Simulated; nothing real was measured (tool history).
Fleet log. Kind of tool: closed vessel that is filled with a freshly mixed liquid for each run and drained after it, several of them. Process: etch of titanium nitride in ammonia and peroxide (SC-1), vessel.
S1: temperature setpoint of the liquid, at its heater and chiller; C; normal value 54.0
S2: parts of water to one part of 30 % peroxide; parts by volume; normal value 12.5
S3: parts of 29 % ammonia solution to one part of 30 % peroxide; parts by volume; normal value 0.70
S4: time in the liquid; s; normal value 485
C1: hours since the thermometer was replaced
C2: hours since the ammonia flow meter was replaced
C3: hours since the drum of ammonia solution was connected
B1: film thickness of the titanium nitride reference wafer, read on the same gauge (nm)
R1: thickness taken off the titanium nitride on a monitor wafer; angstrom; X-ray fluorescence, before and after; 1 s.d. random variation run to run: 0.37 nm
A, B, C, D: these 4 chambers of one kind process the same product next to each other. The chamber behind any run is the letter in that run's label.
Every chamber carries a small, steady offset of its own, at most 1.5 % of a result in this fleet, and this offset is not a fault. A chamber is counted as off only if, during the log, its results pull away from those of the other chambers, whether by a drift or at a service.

run,day,S1,S2,S3,S4,C1,C2,C3,B1,R1
1B,0.362,54.0,12.5,0.70,485,509.4,572.1,96.5,79.996,479.59
2A,0.767,54.0,12.5,0.70,485,202.4,399.5,329.2,80.015,484.22
3C,1.308,54.0,12.5,0.70,485,238.3,1783.6,372.8,80.002,472.47
# day 1.650: chamber D: thermometer replaced
4D,1.979,54.0,12.5,0.70,485,7.9,278.3,945.9,79.988,487.77
5C,2.446,54.0,12.5,0.70,485,265.6,1810.9,400.1,80.010,475.03
# day 2.712: chamber A: ammonia flow meter replaced
6B,2.771,54.0,12.5,0.70,485,567.2,629.9,154.3,79.971,473.94
7A,3.292,54.0,12.5,0.70,205,263.0,13.9,389.8,80.016,202.40
8D,3.912,54.0,12.5,0.70,205,54.3,324.7,992.3,80.001,201.63
9C,4.433,54.0,12.5,0.70,205,313.3,1858.6,447.8,79.990,197.87
10B,4.992,54.0,12.5,0.70,205,620.5,683.2,207.6,80.012,202.51
11A,5.646,54.0,12.5,0.70,485,319.5,70.4,446.3,79.990,489.83
12D,6.275,54.0,12.5,0.70,485,111.0,381.4,1049.0,79.999,483.33
13C,6.729,54.0,12.5,0.70,485,368.4,1913.7,502.9,80.028,476.29
14D,7.033,54.0,12.5,0.70,485,129.2,399.6,1067.2,79.996,489.20
# day 7.133: chamber B: ammonia flow meter replaced
# day 7.262: chamber D: new drum of ammonia solution connected
15B,7.675,54.0,12.5,0.70,235,684.9,13.1,272.0,80.027,227.55
16A,8.262,54.0,12.5,0.70,235,382.3,133.2,509.1,80.031,236.55
17B,8.921,54.0,12.5,0.70,235,714.8,43.0,301.9,80.006,225.59
18D,9.388,54.0,12.5,0.70,235,185.7,456.1,51.1,80.000,238.99
19A,10.058,46.5,12.5,0.70,485,425.4,176.3,552.2,79.993,286.31
20C,10.550,46.5,12.5,0.70,485,460.1,2005.4,594.6,79.975,285.63
21D,11.229,46.5,12.5,0.70,485,229.9,500.3,95.3,80.002,285.43
22C,11.575,46.5,12.5,0.70,485,484.7,2030.0,619.2,79.999,280.66
23A,11.904,54.0,12.5,0.70,485,469.7,220.6,596.5,79.979,483.85
24B,12.262,54.0,12.5,0.70,485,795.0,123.2,382.1,80.000,454.88
25A,12.738,54.0,12.5,0.70,485,489.7,240.6,616.5,80.014,480.00
# day 12.854: chamber C: ammonia flow meter replaced
26C,13.083,54.0,12.5,0.70,485,520.9,5.6,655.4,79.978,474.21
27B,13.529,54.0,12.5,0.45,485,825.4,153.6,412.5,79.993,419.18
28D,14.012,54.0,12.5,0.45,485,296.7,567.1,162.1,79.989,444.10

Does one chamber stand apart from the rest, does the shared gauge drift, or is all well apart from small per-chamber offsets? Give the chamber and the most likely cause, where there is one.

Little by little, chamber B moves away from the other chambers.
Likeliest cause: liquid colder than its thermometer reads (K) = 0.97.

Below are 4 candidate recipes for chamber B's next run, each the usual settings with a change, their results shown as question marks. Which of them brings B's results back in line with what the other chambers give on the usual settings?
Counts as in line when no further than this from what the other chambers average on the usual settings: R1 13.00 angstrom
29B-1,14.508,54.0,12.5,0.70,455,,,,,?
29B-2,14.508,55.0,12.0,0.70,515,,,,,?
29B-3,14.508,53.0,13.0,0.70,455,,,,,?
29B-4,14.508,54.0,12.5,0.70,520,,,,,?

Average result of the remaining chambers running the usual settings: R1 480.28 angstrom
run,R1
29B-1,419.81
29B-2,520.19
29B-3,383.33
29B-4,479.78
Change 29B-4 lands the chamber within the allowed miss of the other chambers.
